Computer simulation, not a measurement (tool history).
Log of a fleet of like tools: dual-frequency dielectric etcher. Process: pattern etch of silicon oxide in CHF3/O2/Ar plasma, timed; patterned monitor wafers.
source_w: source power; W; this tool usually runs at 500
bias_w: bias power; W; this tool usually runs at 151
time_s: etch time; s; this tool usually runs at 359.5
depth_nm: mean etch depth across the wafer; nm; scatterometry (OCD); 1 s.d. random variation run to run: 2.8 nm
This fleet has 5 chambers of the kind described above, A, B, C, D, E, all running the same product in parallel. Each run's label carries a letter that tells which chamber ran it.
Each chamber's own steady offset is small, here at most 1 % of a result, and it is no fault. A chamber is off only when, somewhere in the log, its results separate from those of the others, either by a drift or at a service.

| run | hour | source_w | bias_w | time_s | hours since the last wet clean | hours since the last source power generator calibration | hours since the last bias power generator calibration | read-back reference wafer on the same gauge, depth_nm | depth_nm |
|---|---|---|---|---|---|---|---|---|---|
| 1B | 3.2 | 500 | 151 | 359.5 | 388.4 | 2204.5 | 1445.9 | 633.71 | 620.49 |
| 2D | 5.8 | 500 | 151 | 359.5 | 16.5 | 1476.6 | 2238.3 | 633.29 | 626.16 |
| 3C | 8.3 | 500 | 151 | 359.5 | 528.8 | 782.9 | 110.6 | 633.16 | 623.25 |
| 4A | 11.5 | 500 | 151 | 359.5 | 282.4 | 4850.5 | 2539.8 | 634.44 | 627.1 |
|  | 12.6 | chamber C: wet clean of the chamber |
| 5E | 15.8 | 500 | 151 | 359.5 | 129.6 | 1540.3 | 1501.3 | 634.47 | 622.28 |
| 6E | 19.9 | 500 | 151 | 359.5 | 133.7 | 1544.4 | 1505.4 | 633.59 | 623.09 |
| 7C | 23.1 | 500 | 151 | 359.5 | 10.5 | 797.7 | 125.4 | 633.72 | 624.4 |
| 8D | 26 | 500 | 151 | 359.5 | 36.7 | 1496.8 | 2258.5 | 633.62 | 621.41 |
| 9A | 30.7 | 500 | 151 | 359.5 | 301.6 | 4869.7 | 2559 | 634.19 | 623.79 |
| 10B | 34 | 500 | 151 | 359.5 | 419.2 | 2235.3 | 1476.7 | 633.51 | 619.28 |
| 11C | 38.4 | 500 | 137 | 433 | 25.8 | 813 | 140.7 | 634.2 | 727.36 |
| 12B | 41.2 | 500 | 137 | 433 | 426.4 | 2242.5 | 1483.9 | 633.94 | 726.33 |
| 13D | 46.2 | 500 | 137 | 433 | 56.9 | 1517 | 2278.7 | 634.26 | 726.93 |
|  | 47.5 | chamber B: wet clean of the chamber |
| 14A | 50.1 | 500 | 137 | 433 | 321 | 4889.1 | 2578.4 | 633.78 | 736.3 |
| 15E | 52.5 | 500 | 137 | 433 | 166.3 | 1577 | 1538 | 633.68 | 725.97 |
| 16B | 56.8 | 440 | 151 | 359.5 | 9.3 | 2258.1 | 1499.5 | 633.98 | 593.71 |
| 17C | 60.1 | 440 | 151 | 359.5 | 47.5 | 834.7 | 162.4 | 633.57 | 596.23 |
| 18D | 64.7 | 440 | 151 | 359.5 | 75.4 | 1535.5 | 2297.2 | 634.1 | 589.4 |
| 19E | 66.9 | 440 | 151 | 359.5 | 180.7 | 1591.4 | 1552.4 | 634.65 | 600.59 |
| 20A | 71.5 | 440 | 151 | 359.5 | 342.4 | 4910.5 | 2599.8 | 633.57 | 600.08 |
| 21D | 76.6 | 500 | 151 | 359.5 | 87.3 | 1547.4 | 2309.1 | 633.72 | 622.05 |
| 22A | 79.9 | 500 | 151 | 359.5 | 350.8 | 4918.9 | 2608.2 | 634.2 | 628.31 |
| 23B | 83.1 | 500 | 151 | 359.5 | 35.6 | 2284.4 | 1525.8 | 633.77 | 620.8 |
| 24E | 86.6 | 500 | 151 | 359.5 | 200.4 | 1611.1 | 1572.1 | 634.21 | 627.32 |
| 25C | 89.5 | 500 | 151 | 359.5 | 76.9 | 864.1 | 191.8 | 634.35 | 625.19 |
| 26C | 94.7 | 500 | 151 | 359.5 | 82.1 | 869.3 | 197 | 633.72 | 624.45 |
| 27A | 97.9 | 500 | 151 | 359.5 | 368.8 | 4936.9 | 2626.2 | 634.15 | 633.14 |
| 28D | 102.2 | 430 | 164 | 359.5 | 112.9 | 1573 | 2334.7 | 633.22 | 608.73 |
| 29B | 106.3 | 430 | 164 | 359.5 | 58.8 | 2307.6 | 1549 | 634.9 | 604.82 |
| 30E | 109.4 | 430 | 164 | 359.5 | 223.2 | 1633.9 | 1594.9 | 633.91 | 605.92 |
| 31C | 114.2 | 430 | 164 | 359.5 | 101.6 | 888.8 | 216.5 | 633.39 | 612 |
| 32A | 119.1 | 430 | 164 | 359.5 | 390 | 4958.1 | 2647.4 | 634.83 | 624.54 |
| 33B | 123.7 | 500 | 151 | 359.5 | 76.2 | 2325 | 1566.4 | 634.6 | 624.01 |
| 34D | 127 | 500 | 151 | 359.5 | 137.7 | 1597.8 | 2359.5 | 634.08 | 622.13 |
| 35E | 131.9 | 600 | 151 | 292.5 | 245.7 | 1656.4 | 1617.4 | 633.44 | 544.04 |
| 36E | 134.5 | 600 | 151 | 292.5 | 248.3 | 1659 | 1620 | 634.89 | 542.63 |
| 37C | 137.7 | 600 | 151 | 292.5 | 125.1 | 912.3 | 240 | 634.73 | 544.19 |
| 38A | 142.1 | 600 | 151 | 292.5 | 413 | 4981.1 | 2670.4 | 633.34 | 564.08 |
|  | 145.2 | chamber B: source power generator calibrated |
| 39D | 146.8 | 600 | 151 | 292.5 | 157.5 | 1617.6 | 2379.3 | 633.59 | 538.29 |
| 40B | 149.4 | 500 | 151 | 359.5 | 101.9 | 4.3 | 1592.1 | 633.31 | 624.31 |
| 41D | 153.2 | 500 | 151 | 359.5 | 163.9 | 1624 | 2385.7 | 633.68 | 625.76 |
| 42C | 155.5 | 500 | 151 | 359.5 | 142.9 | 930.1 | 257.8 | 633.87 | 629.2 |
| 43A | 159.3 | 460 | 186 | 359.5 | 430.2 | 4998.3 | 2687.6 | 634.09 | 675.29 |
| 44B | 164 | 460 | 186 | 359.5 | 116.5 | 18.9 | 1606.7 | 634.03 | 647.52 |

Is one chamber out of step, is the gauge drifting, or do the chambers differ by no more than their own small offsets? For an off chamber, give its letter and the likeliest cause.

It is chamber A that slowly wanders off from its peers.
Most likely cause: etch rate over this chamber's usual, % = 3.36.

Here are 4 candidates for chamber A's next run, each the usual settings with a change, their results left as question marks. Which one brings its results back in line with what the others give on the usual settings?
In line here means within this much of the mean the other chambers give on the usual settings: depth_nm 9.8 nm
| 45A-1 | 167.7 | 500 | 151 | 384 |  |  |  |  | ? |
| 45A-2 | 167.7 | 500 | 152 | 371 |  |  |  |  | ? |
| 45A-3 | 167.7 | 500 | 123 | 359.5 |  |  |  |  | ? |
| 45A-4 | 167.7 | 450 | 151 | 359.5 |  |  |  |  | ? |

Mean of the other chambers on the usual settings: depth_nm 624.06 nm
| run | depth_nm |
|---|---|
| 45A-1 | 694.4 |
| 45A-2 | 672.37 |
| 45A-3 | 608.01 |
| 45A-4 | 623.88 |
It is 45A-4 that realigns the chamber with its peers.

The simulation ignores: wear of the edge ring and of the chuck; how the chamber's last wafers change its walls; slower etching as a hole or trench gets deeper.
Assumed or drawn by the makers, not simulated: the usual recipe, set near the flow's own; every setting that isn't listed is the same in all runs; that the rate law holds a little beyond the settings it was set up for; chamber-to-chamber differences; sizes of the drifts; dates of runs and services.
